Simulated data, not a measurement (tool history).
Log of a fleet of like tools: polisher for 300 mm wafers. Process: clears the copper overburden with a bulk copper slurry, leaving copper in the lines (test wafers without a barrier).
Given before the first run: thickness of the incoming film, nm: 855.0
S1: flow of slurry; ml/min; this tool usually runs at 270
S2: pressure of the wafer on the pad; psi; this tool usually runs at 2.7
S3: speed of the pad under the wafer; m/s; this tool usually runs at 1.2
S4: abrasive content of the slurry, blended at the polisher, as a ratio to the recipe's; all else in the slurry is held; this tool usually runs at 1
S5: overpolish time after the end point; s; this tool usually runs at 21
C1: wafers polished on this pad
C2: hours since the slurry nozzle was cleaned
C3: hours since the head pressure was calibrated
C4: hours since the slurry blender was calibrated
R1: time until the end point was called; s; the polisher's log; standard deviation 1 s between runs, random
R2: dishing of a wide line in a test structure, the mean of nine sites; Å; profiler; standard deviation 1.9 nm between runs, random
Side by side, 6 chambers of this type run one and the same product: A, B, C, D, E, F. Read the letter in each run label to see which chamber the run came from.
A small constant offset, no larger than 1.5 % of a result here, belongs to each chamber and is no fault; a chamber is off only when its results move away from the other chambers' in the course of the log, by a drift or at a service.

run 1F hour=8 | S1=270 S2=2.7 S3=1.2 S4=1 S5=21 | C1=387 C2=561.5 C3=583.9 C4=20.6 | R1=70.815 R2=841.67
run 2C hour=12.7 | S1=270 S2=2.7 S3=1.2 S4=1 S5=21 | C1=550 C2=241 C3=226.3 C4=248.6 | R1=73.938 R2=847.34
-- hour=16.9 chamber C: worn pad replaced by a new one
run 3D hour=18.1 | S1=270 S2=2.7 S3=1.2 S4=1 S5=21 | C1=177 C2=165.3 C3=608.2 C4=206.2 | R1=71.064 R2=826.66
-- hour=19.1 chamber C: slurry nozzle cleaned
-- hour=23 chamber B: worn pad replaced by a new one
run 4B hour=23.5 | S1=270 S2=2.7 S3=1.2 S4=1 S5=21 | C1=5 C2=449.5 C3=453.1 C4=183.6 | R1=73.672 R2=827.76
run 5E hour=27.8 | S1=270 S2=2.7 S3=1.2 S4=1 S5=21 | C1=705 C2=343.5 C3=1556.5 C4=195 | R1=72.051 R2=843.06
run 6A hour=33.3 | S1=270 S2=2.7 S3=1.2 S4=1 S5=21 | C1=577 C2=415.4 C3=177.4 C4=191.5 | R1=72.184 R2=818.28
run 7C hour=39.3 | S1=325 S2=2.7 S3=0.94 S4=1 S5=21 | C1=189 C2=20.3 C3=252.9 C4=275.2 | R1=89.562 R2=779.4
run 8A hour=44.4 | S1=325 S2=2.7 S3=0.94 S4=1 S5=21 | C1=671 C2=426.5 C3=188.5 C4=202.6 | R1=91.369 R2=750.29
run 9B hour=51.4 | S1=325 S2=2.7 S3=0.94 S4=1 S5=21 | C1=241 C2=477.4 C3=481 C4=211.5 | R1=92.022 R2=808.12
-- hour=56.3 chamber E: worn pad replaced by a new one
run 10E hour=57.7 | S1=325 S2=2.7 S3=0.94 S4=1 S5=21 | C1=12 C2=373.4 C3=1586.4 C4=224.9 | R1=88.175 R2=807.79
run 11D hour=65.1 | S1=325 S2=2.7 S3=0.94 S4=1 S5=21 | C1=575 C2=212.3 C3=655.2 C4=253.2 | R1=92.006 R2=759.77
-- hour=70.3 chamber D: worn pad replaced by a new one
run 12F hour=72.1 | S1=325 S2=2.7 S3=0.94 S4=1 S5=21 | C1=929 C2=625.6 C3=648 C4=84.7 | R1=92.51 R2=770.69
-- hour=72.7 chamber E: head pressure recalibrated
run 13B hour=79.5 | S1=270 S2=2.7 S3=1.2 S4=1 S5=21 | C1=478 C2=505.5 C3=509.1 C4=239.6 | R1=72.161 R2=834.91
-- hour=81.2 chamber C: worn pad replaced by a new one
-- hour=84.5 chamber E: slurry nozzle cleaned
run 14A hour=87.3 | S1=270 S2=2.7 S3=1.2 S4=1 S5=21 | C1=1034 C2=469.4 C3=231.4 C4=245.5 | R1=73.171 R2=851.04
-- hour=94.6 chamber E: slurry blender recalibrated
run 15D hour=95.6 | S1=270 S2=2.7 S3=1.2 S4=1 S5=21 | C1=214 C2=242.8 C3=685.7 C4=283.7 | R1=72.595 R2=833.16
-- hour=102.6 chamber A: worn pad replaced by a new one
run 16C hour=104.1 | S1=270 S2=2.7 S3=1.2 S4=1 S5=21 | C1=194 C2=85.1 C3=317.7 C4=340 | R1=73.082 R2=875.98
run 17F hour=112.4 | S1=270 S2=2.7 S3=1.2 S4=1 S5=21 | C1=1270 C2=665.9 C3=688.3 C4=125 | R1=72.618 R2=823.18
run 18E hour=116.7 | S1=270 S2=2.7 S3=1.2 S4=0.75 S5=21 | C1=511 C2=32.2 C3=44.1 C4=22.2 | R1=75.69 R2=834.16
run 19E hour=120.8 | S1=270 S2=2.7 S3=1.2 S4=0.75 S5=21 | C1=546 C2=36.3 C3=48.2 C4=26.3 | R1=77.209 R2=811.13
run 20A hour=127 | S1=270 S2=2.7 S3=1.2 S4=0.75 S5=21 | C1=206 C2=509.1 C3=271.1 C4=285.2 | R1=75.771 R2=841.04
run 21F hour=131.7 | S1=270 S2=2.7 S3=1.2 S4=0.75 S5=21 | C1=1434 C2=685.2 C3=707.6 C4=144.3 | R1=81.116 R2=824.16
-- hour=137.9 chamber D: worn pad replaced by a new one
-- hour=140.6 chamber C: worn pad replaced by a new one
run 22B hour=140.6 | S1=270 S2=2.7 S3=1.2 S4=0.75 S5=21 | C1=995 C2=566.6 C3=570.2 C4=300.7 | R1=77.501 R2=850.16
-- hour=144 chamber F: slurry blender recalibrated
run 23C hour=148.3 | S1=270 S2=2.7 S3=1.2 S4=0.75 S5=21 | C1=65 C2=129.3 C3=361.9 C4=384.2 | R1=75.71 R2=834.95
-- hour=154.7 chamber E: worn pad replaced by a new one
run 24D hour=155.9 | S1=270 S2=2.7 S3=1.2 S4=1 S5=21 | C1=152 C2=303.1 C3=746 C4=344 | R1=72.503 R2=869.57
-- hour=158.1 chamber A: slurry nozzle cleaned
run 25C hour=160.1 | S1=270 S2=2.7 S3=1.2 S4=1 S5=21 | C1=165 C2=141.1 C3=373.7 C4=396 | R1=72.141 R2=848.54
run 26B hour=164.1 | S1=270 S2=2.7 S3=1.2 S4=1 S5=21 | C1=1194 C2=590.1 C3=593.7 C4=324.2 | R1=71.772 R2=890.19
run 27F hour=168.2 | S1=270 S2=2.7 S3=1.2 S4=1 S5=21 | C1=1743 C2=721.7 C3=744.1 C4=24.3 | R1=76.68 R2=833.33
-- hour=172.6 chamber B: slurry blender recalibrated
-- hour=175.1 chamber F: slurry nozzle cleaned
run 28E hour=177.1 | S1=270 S2=2.7 S3=1.2 S4=1 S5=21 | C1=189 C2=92.6 C3=104.5 C4=82.6 | R1=71.31 R2=835.33
-- hour=177.2 chamber B: worn pad replaced by a new one
-- hour=180.1 chamber D: head pressure recalibrated
-- hour=183.2 chamber B: slurry nozzle cleaned
run 29A hour=184.1 | S1=270 S2=2.7 S3=1.2 S4=1 S5=21 | C1=689 C2=26.1 C3=328.2 C4=342.3 | R1=72.147 R2=854.42
run 30D hour=191.2 | S1=270 S2=2.7 S3=1.2 S4=1 S5=21 | C1=451 C2=338.4 C3=11.2 C4=379.3 | R1=73.959 R2=841.62
run 31E hour=196 | S1=270 S2=2.7 S3=1.2 S4=1 S5=21 | C1=349 C2=111.5 C3=123.4 C4=101.5 | R1=72.111 R2=840.3
-- hour=199.6 chamber C: worn pad replaced by a new one
run 32C hour=201.8 | S1=270 S2=2.7 S3=1.2 S4=1 S5=21 | C1=18 C2=182.8 C3=415.4 C4=437.7 | R1=71.834 R2=831.57
run 33F hour=206.4 | S1=270 S2=2.7 S3=1.2 S4=1 S5=21 | C1=2066 C2=31.3 C3=782.3 C4=62.5 | R1=76.432 R2=791.56
run 34B hour=213.2 | S1=270 S2=2.7 S3=1.2 S4=1 S5=21 | C1=304 C2=30 C3=642.8 C4=40.6 | R1=71.647 R2=878.43
-- hour=215.7 chamber D: worn pad replaced by a new one
run 35A hour=222 | S1=270 S2=2.7 S3=1.2 S4=1 S5=21 | C1=1010 C2=64 C3=366.1 C4=380.2 | R1=73.475 R2=860.91
run 36D hour=226.8 | S1=350 S2=2.7 S3=1.2 S4=1 S5=21 | C1=94 C2=374 C3=46.8 C4=414.9 | R1=70.615 R2=841.48
run 37D hour=231.5 | S1=350 S2=2.7 S3=1.2 S4=1 S5=21 | C1=134 C2=378.7 C3=51.5 C4=419.6 | R1=71.003 R2=861.84
run 38B hour=240.3 | S1=350 S2=2.7 S3=1.2 S4=1 S5=21 | C1=534 C2=57.1 C3=669.9 C4=67.7 | R1=70.791 R2=876.54
run 39A hour=247.4 | S1=350 S2=2.7 S3=1.2 S4=1 S5=21 | C1=1225 C2=89.4 C3=391.5 C4=405.6 | R1=69.144 R2=864.73
run 40E hour=252.9 | S1=350 S2=2.7 S3=1.2 S4=1 S5=21 | C1=831 C2=168.4 C3=180.3 C4=158.4 | R1=70.823 R2=828.38

Has any chamber moved away from the others, gradually or after a service, or does the common gauge drift, or do the chambers differ only by their own small steady offsets? State the chamber and the most likely cause if one applies.

One chamber, F, drifts off from the rest bit by bit.
Most likely cause: removal rate lost through wear of the pad, % = 9.6.
The log may not separate it from: head's pressure below its setpoint, %.

Here are 4 candidates for chamber F's next run, each the usual settings with a change, their results left as question marks. Which one brings its results back in line with what the others give on the usual settings?
A result is in line if it is within this distance of the other chambers' mean on the usual settings: R1 3.6 s; R2 68 Å
run 41F-1 hour=259.7 | S1=270 S2=2.6 S3=1.14 S4=1 S5=21 | R1=? R2=?
run 41F-2 hour=259.7 | S1=270 S2=2.8 S3=1.26 S4=1 S5=21 | R1=? R2=?
run 41F-3 hour=259.7 | S1=275 S2=3 S3=1.32 S4=1 S5=22 | R1=? R2=?
run 41F-4 hour=259.7 | S1=265 S2=2.5 S3=1.08 S4=1 S5=21 | R1=? R2=?

Other chambers, usual settings, mean: R1 72.493 s; R2 853.36 Å
run=41F-1 R1=87.552 R2=769.97
run=41F-2 R1=73.628 R2=830.54
run=41F-3 R1=65.512 R2=883.72
run=41F-4 R1=96.237 R2=735.89
With 41F-2, the chamber falls back in line with the rest.
